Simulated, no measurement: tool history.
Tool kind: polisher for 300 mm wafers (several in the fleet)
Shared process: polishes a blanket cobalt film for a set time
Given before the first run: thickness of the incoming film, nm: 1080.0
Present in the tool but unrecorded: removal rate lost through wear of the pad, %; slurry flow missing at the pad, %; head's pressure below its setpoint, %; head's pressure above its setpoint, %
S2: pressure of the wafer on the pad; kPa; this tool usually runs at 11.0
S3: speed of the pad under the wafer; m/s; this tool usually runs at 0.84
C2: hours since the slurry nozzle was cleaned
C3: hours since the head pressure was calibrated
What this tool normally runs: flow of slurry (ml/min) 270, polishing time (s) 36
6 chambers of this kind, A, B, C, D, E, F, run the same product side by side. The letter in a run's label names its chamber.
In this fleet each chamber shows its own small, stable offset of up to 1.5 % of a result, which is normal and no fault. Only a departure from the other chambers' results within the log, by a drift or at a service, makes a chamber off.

{"hour": 3.0, "done": "chamber B: worn pad replaced by a new one"}
{"hour": 8.8, "done": "chamber E: worn pad replaced by a new one"}
{"run": "1B", "hour": 11.9, "flow of slurry (ml/min)": 270, "S2": 11.0, "S3": 0.84, "polishing time (s)": 36, "wafers polished on this pad": 109, "C2": 250.8, "C3": 606.0, "film removed (angstrom)": 1373.9}
{"run": "2E", "hour": 25.2, "flow of slurry (ml/min)": 270, "S2": 11.0, "S3": 0.84, "polishing time (s)": 36, "wafers polished on this pad": 200, "C2": 546.3, "C3": 267.7, "film removed (angstrom)": 1389.2}
{"run": "3F", "hour": 36.2, "flow of slurry (ml/min)": 270, "S2": 11.0, "S3": 0.84, "polishing time (s)": 36, "wafers polished on this pad": 1153, "C2": 368.4, "C3": 231.6, "film removed (angstrom)": 1367.8}
{"run": "4A", "hour": 44.1, "flow of slurry (ml/min)": 270, "S2": 11.0, "S3": 0.84, "polishing time (s)": 36, "wafers polished on this pad": 690, "C2": 67.5, "C3": 879.9, "film removed (angstrom)": 1367.5}
{"hour": 44.4, "done": "chamber F: worn pad replaced by a new one"}
{"run": "5C", "hour": 56.5, "flow of slurry (ml/min)": 270, "S2": 11.0, "S3": 0.84, "polishing time (s)": 41, "wafers polished on this pad": 808, "C2": 116.9, "C3": 226.6, "film removed (angstrom)": 1527.2}
{"hour": 63.0, "done": "chamber B: head pressure recalibrated"}
{"run": "6D", "hour": 68.2, "flow of slurry (ml/min)": 270, "S2": 11.0, "S3": 0.84, "polishing time (s)": 41, "wafers polished on this pad": 949, "C2": 274.4, "C3": 198.3, "film removed (angstrom)": 1540.9}
{"run": "7C", "hour": 77.5, "flow of slurry (ml/min)": 270, "S2": 11.0, "S3": 0.84, "polishing time (s)": 41, "wafers polished on this pad": 1063, "C2": 137.9, "C3": 247.6, "film removed (angstrom)": 1553.9}
{"hour": 81.0, "done": "chamber B: slurry nozzle cleaned"}
{"hour": 83.0, "done": "chamber A: worn pad replaced by a new one"}
{"hour": 83.9, "done": "chamber D: worn pad replaced by a new one"}
{"run": "8B", "hour": 85.7, "flow of slurry (ml/min)": 270, "S2": 11.0, "S3": 0.84, "polishing time (s)": 41, "wafers polished on this pad": 1005, "C2": 4.8, "C3": 22.8, "film removed (angstrom)": 1553.9}
{"hour": 87.7, "done": "chamber C: worn pad replaced by a new one"}
{"run": "9D", "hour": 94.6, "flow of slurry (ml/min)": 270, "S2": 11.0, "S3": 0.84, "polishing time (s)": 41, "wafers polished on this pad": 130, "C2": 300.8, "C3": 224.7, "film removed (angstrom)": 1589.3}
{"hour": 100.2, "done": "chamber E: worn pad replaced by a new one"}
{"run": "10E", "hour": 101.9, "flow of slurry (ml/min)": 270, "S2": 11.0, "S3": 0.84, "polishing time (s)": 41, "wafers polished on this pad": 21, "C2": 623.0, "C3": 344.4, "film removed (angstrom)": 1544.7}
{"hour": 105.8, "done": "chamber B: worn pad replaced by a new one"}
{"hour": 108.7, "done": "chamber F: slurry nozzle cleaned"}
{"run": "11A", "hour": 110.9, "flow of slurry (ml/min)": 270, "S2": 11.0, "S3": 0.84, "polishing time (s)": 36, "wafers polished on this pad": 339, "C2": 134.3, "C3": 946.7, "film removed (angstrom)": 1371.3}
{"run": "12F", "hour": 118.2, "flow of slurry (ml/min)": 270, "S2": 11.0, "S3": 0.84, "polishing time (s)": 36, "wafers polished on this pad": 897, "C2": 9.6, "C3": 313.6, "film removed (angstrom)": 1365.5}
{"run": "13A", "hour": 128.8, "flow of slurry (ml/min)": 270, "S2": 11.0, "S3": 0.84, "polishing time (s)": 36, "wafers polished on this pad": 556, "C2": 152.2, "C3": 964.6, "film removed (angstrom)": 1353.4}
{"run": "14C", "hour": 135.1, "flow of slurry (ml/min)": 270, "S2": 11.0, "S3": 0.84, "polishing time (s)": 36, "wafers polished on this pad": 576, "C2": 195.5, "C3": 305.2, "film removed (angstrom)": 1373.4}
{"hour": 139.3, "done": "chamber E: slurry nozzle cleaned"}
{"run": "15F", "hour": 142.2, "flow of slurry (ml/min)": 270, "S2": 9.0, "S3": 0.84, "polishing time (s)": 36, "wafers polished on this pad": 1189, "C2": 33.6, "C3": 337.6, "film removed (angstrom)": 1113.5}
{"hour": 150.8, "done": "chamber F: worn pad replaced by a new one"}
{"run": "16B", "hour": 151.3, "flow of slurry (ml/min)": 270, "S2": 9.0, "S3": 0.84, "polishing time (s)": 36, "wafers polished on this pad": 553, "C2": 70.4, "C3": 88.4, "film removed (angstrom)": 1100.7}
{"hour": 162.3, "done": "chamber C: worn pad replaced by a new one"}
{"run": "17D", "hour": 164.6, "flow of slurry (ml/min)": 270, "S2": 9.0, "S3": 0.84, "polishing time (s)": 36, "wafers polished on this pad": 980, "C2": 370.8, "C3": 294.7, "film removed (angstrom)": 1143.3}
{"hour": 167.9, "done": "chamber D: worn pad replaced by a new one"}
{"run": "18E", "hour": 170.6, "flow of slurry (ml/min)": 270, "S2": 9.0, "S3": 0.84, "polishing time (s)": 36, "wafers polished on this pad": 856, "C2": 31.3, "C3": 413.1, "film removed (angstrom)": 1125.8}
{"hour": 170.8, "done": "chamber F: head pressure recalibrated"}
{"hour": 178.1, "done": "chamber C: slurry nozzle cleaned"}
{"run": "19B", "hour": 182.6, "flow of slurry (ml/min)": 270, "S2": 9.0, "S3": 0.84, "polishing time (s)": 36, "wafers polished on this pad": 933, "C2": 101.7, "C3": 119.7, "film removed (angstrom)": 1102.5}
{"run": "20C", "hour": 194.3, "flow of slurry (ml/min)": 270, "S2": 9.0, "S3": 0.84, "polishing time (s)": 36, "wafers polished on this pad": 389, "C2": 16.2, "C3": 364.4, "film removed (angstrom)": 1122.3}
{"hour": 196.7, "done": "chamber D: slurry nozzle cleaned"}
{"hour": 197.1, "done": "chamber A: worn pad replaced by a new one"}
{"run": "21A", "hour": 201.9, "flow of slurry (ml/min)": 270, "S2": 11.0, "S3": 0.84, "polishing time (s)": 36, "wafers polished on this pad": 58, "C2": 225.3, "C3": 1037.7, "film removed (angstrom)": 1353.8}
{"hour": 209.8, "done": "chamber E: worn pad replaced by a new one"}
{"run": "22F", "hour": 211.0, "flow of slurry (ml/min)": 270, "S2": 11.0, "S3": 1.08, "polishing time (s)": 27, "wafers polished on this pad": 731, "C2": 102.4, "C3": 40.3, "film removed (angstrom)": 1353.4}
{"hour": 212.4, "done": "chamber B: worn pad replaced by a new one"}
{"run": "23E", "hour": 220.2, "flow of slurry (ml/min)": 270, "S2": 11.0, "S3": 1.08, "polishing time (s)": 27, "wafers polished on this pad": 126, "C2": 80.9, "C3": 462.7, "film removed (angstrom)": 1310.6}
{"run": "24D", "hour": 231.4, "flow of slurry (ml/min)": 270, "S2": 11.0, "S3": 1.08, "polishing time (s)": 27, "wafers polished on this pad": 772, "C2": 34.8, "C3": 361.5, "film removed (angstrom)": 1377.2}
{"run": "25E", "hour": 238.7, "flow of slurry (ml/min)": 270, "S2": 11.0, "S3": 1.08, "polishing time (s)": 27, "wafers polished on this pad": 351, "C2": 99.4, "C3": 481.2, "film removed (angstrom)": 1309.2}
{"hour": 249.1, "done": "chamber C: worn pad replaced by a new one"}
{"hour": 249.3, "done": "chamber F: worn pad replaced by a new one"}
{"run": "26C", "hour": 249.6, "flow of slurry (ml/min)": 270, "S2": 11.0, "S3": 1.08, "polishing time (s)": 27, "wafers polished on this pad": 6, "C2": 71.5, "C3": 419.7, "film removed (angstrom)": 1324.8}
{"hour": 252.2, "done": "chamber E: head pressure recalibrated"}
{"hour": 252.8, "done": "chamber D: worn pad replaced by a new one"}
{"run": "27D", "hour": 260.9, "flow of slurry (ml/min)": 270, "S2": 11.0, "S3": 1.08, "polishing time (s)": 27, "wafers polished on this pad": 98, "C2": 64.3, "C3": 391.0, "film removed (angstrom)": 1408.6}
{"run": "28A", "hour": 267.7, "flow of slurry (ml/min)": 270, "S2": 11.0, "S3": 0.84, "polishing time (s)": 36, "wafers polished on this pad": 858, "C2": 291.1, "C3": 1103.5, "film removed (angstrom)": 1369.7}
{"run": "29F", "hour": 277.0, "flow of slurry (ml/min)": 270, "S2": 11.0, "S3": 0.84, "polishing time (s)": 36, "wafers polished on this pad": 337, "C2": 168.4, "C3": 106.3, "film removed (angstrom)": 1366.5}
{"run": "30B", "hour": 290.2, "flow of slurry (ml/min)": 270, "S2": 11.0, "S3": 0.84, "polishing time (s)": 36, "wafers polished on this pad": 945, "C2": 209.3, "C3": 227.3, "film removed (angstrom)": 1371.8}
{"hour": 292.0, "done": "chamber B: worn pad replaced by a new one"}
{"run": "31A", "hour": 299.3, "flow of slurry (ml/min)": 270, "S2": 11.0, "S3": 0.84, "polishing time (s)": 36, "wafers polished on this pad": 1241, "C2": 322.7, "C3": 1135.1, "film removed (angstrom)": 1370.1}
{"run": "32C", "hour": 309.3, "flow of slurry (ml/min)": 270, "S2": 11.0, "S3": 0.84, "polishing time (s)": 36, "wafers polished on this pad": 731, "C2": 131.2, "C3": 479.4, "film removed (angstrom)": 1353.1}
{"hour": 319.3, "done": "chamber A: worn pad replaced by a new one"}
{"hour": 321.9, "done": "chamber E: worn pad replaced by a new one"}
{"run": "33F", "hour": 322.3, "flow of slurry (ml/min)": 270, "S2": 11.0, "S3": 0.84, "polishing time (s)": 36, "wafers polished on this pad": 887, "C2": 213.7, "C3": 151.6, "film removed (angstrom)": 1366.3}
{"hour": 332.1, "done": "chamber A: head pressure recalibrated"}
{"run": "34B", "hour": 334.3, "flow of slurry (ml/min)": 270, "S2": 11.0, "S3": 0.84, "polishing time (s)": 36, "wafers polished on this pad": 514, "C2": 253.4, "C3": 271.4, "film removed (angstrom)": 1364.5}
{"hour": 343.2, "done": "chamber D: worn pad replaced by a new one"}
{"hour": 344.6, "done": "chamber C: worn pad replaced by a new one"}
{"run": "35E", "hour": 347.9, "flow of slurry (ml/min)": 270, "S2": 11.0, "S3": 0.84, "polishing time (s)": 36, "wafers polished on this pad": 316, "C2": 208.6, "C3": 95.7, "film removed (angstrom)": 1366.5}
{"run": "36D", "hour": 354.1, "flow of slurry (ml/min)": 270, "S2": 11.0, "S3": 0.84, "polishing time (s)": 36, "wafers polished on this pad": 133, "C2": 157.5, "C3": 484.2, "film removed (angstrom)": 1480.8}
{"hour": 357.3, "done": "chamber F: worn pad replaced by a new one"}
{"run": "37A", "hour": 360.4, "flow of slurry (ml/min)": 270, "S2": 11.0, "S3": 0.84, "polishing time (s)": 36, "wafers polished on this pad": 500, "C2": 383.8, "C3": 28.4, "film removed (angstrom)": 1339.9}
{"hour": 372.0, "done": "chamber C: slurry nozzle cleaned"}
{"run": "38E", "hour": 372.1, "flow of slurry (ml/min)": 270, "S2": 11.0, "S3": 0.84, "polishing time (s)": 36, "wafers polished on this pad": 610, "C2": 232.8, "C3": 119.9, "film removed (angstrom)": 1357.6}
{"hour": 385.1, "done": "chamber B: worn pad replaced by a new one"}
{"run": "39C", "hour": 385.9, "flow of slurry (ml/min)": 270, "S2": 11.0, "S3": 0.84, "polishing time (s)": 36, "wafers polished on this pad": 502, "C2": 13.9, "C3": 556.0, "film removed (angstrom)": 1364.1}
{"run": "40D", "hour": 396.5, "flow of slurry (ml/min)": 270, "S2": 11.0, "S3": 0.84, "polishing time (s)": 36, "wafers polished on this pad": 648, "C2": 199.9, "C3": 526.6, "film removed (angstrom)": 1494.3}
{"hour": 398.1, "done": "chamber B: slurry nozzle cleaned"}
{"run": "41B", "hour": 403.9, "flow of slurry (ml/min)": 270, "S2": 11.0, "S3": 0.84, "polishing time (s)": 36, "wafers polished on this pad": 229, "C2": 5.8, "C3": 341.0, "film removed (angstrom)": 1372.1}
{"run": "42F", "hour": 414.5, "flow of slurry (ml/min)": 185, "S2": 11.0, "S3": 0.84, "polishing time (s)": 36, "wafers polished on this pad": 695, "C2": 305.9, "C3": 243.8, "film removed (angstrom)": 1305.2}
{"run": "43B", "hour": 427.2, "flow of slurry (ml/min)": 185, "S2": 11.0, "S3": 0.84, "polishing time (s)": 36, "wafers polished on this pad": 512, "C2": 29.1, "C3": 364.3, "film removed (angstrom)": 1289.9}

All chambers now run identical settings, listed one chamber a line with results as question marks. What results will each chamber show?
{"run": "44A", "hour": 437.0, "flow of slurry (ml/min)": 270, "S2": 11.0, "S3": 0.84, "polishing time (s)": 24, "film removed (angstrom)": "?"}
{"run": "44B", "hour": 437.0, "flow of slurry (ml/min)": 270, "S2": 11.0, "S3": 0.84, "polishing time (s)": 24, "film removed (angstrom)": "?"}
{"run": "44C", "hour": 437.0, "flow of slurry (ml/min)": 270, "S2": 11.0, "S3": 0.84, "polishing time (s)": 24, "film removed (angstrom)": "?"}
{"run": "44D", "hour": 437.0, "flow of slurry (ml/min)": 270, "S2": 11.0, "S3": 0.84, "polishing time (s)": 24, "film removed (angstrom)": "?"}
{"run": "44E", "hour": 437.0, "flow of slurry (ml/min)": 270, "S2": 11.0, "S3": 0.84, "polishing time (s)": 24, "film removed (angstrom)": "?"}
{"run": "44F", "hour": 437.0, "flow of slurry (ml/min)": 270, "S2": 11.0, "S3": 0.84, "polishing time (s)": 24, "film removed (angstrom)": "?"}

run=44A film_removed_(angstrom)=907.62
run=44B film_removed_(angstrom)=915.80
run=44C film_removed_(angstrom)=922.04
run=44D film_removed_(angstrom)=1036.10
run=44E film_removed_(angstrom)=902.03
run=44F film_removed_(angstrom)=885.15
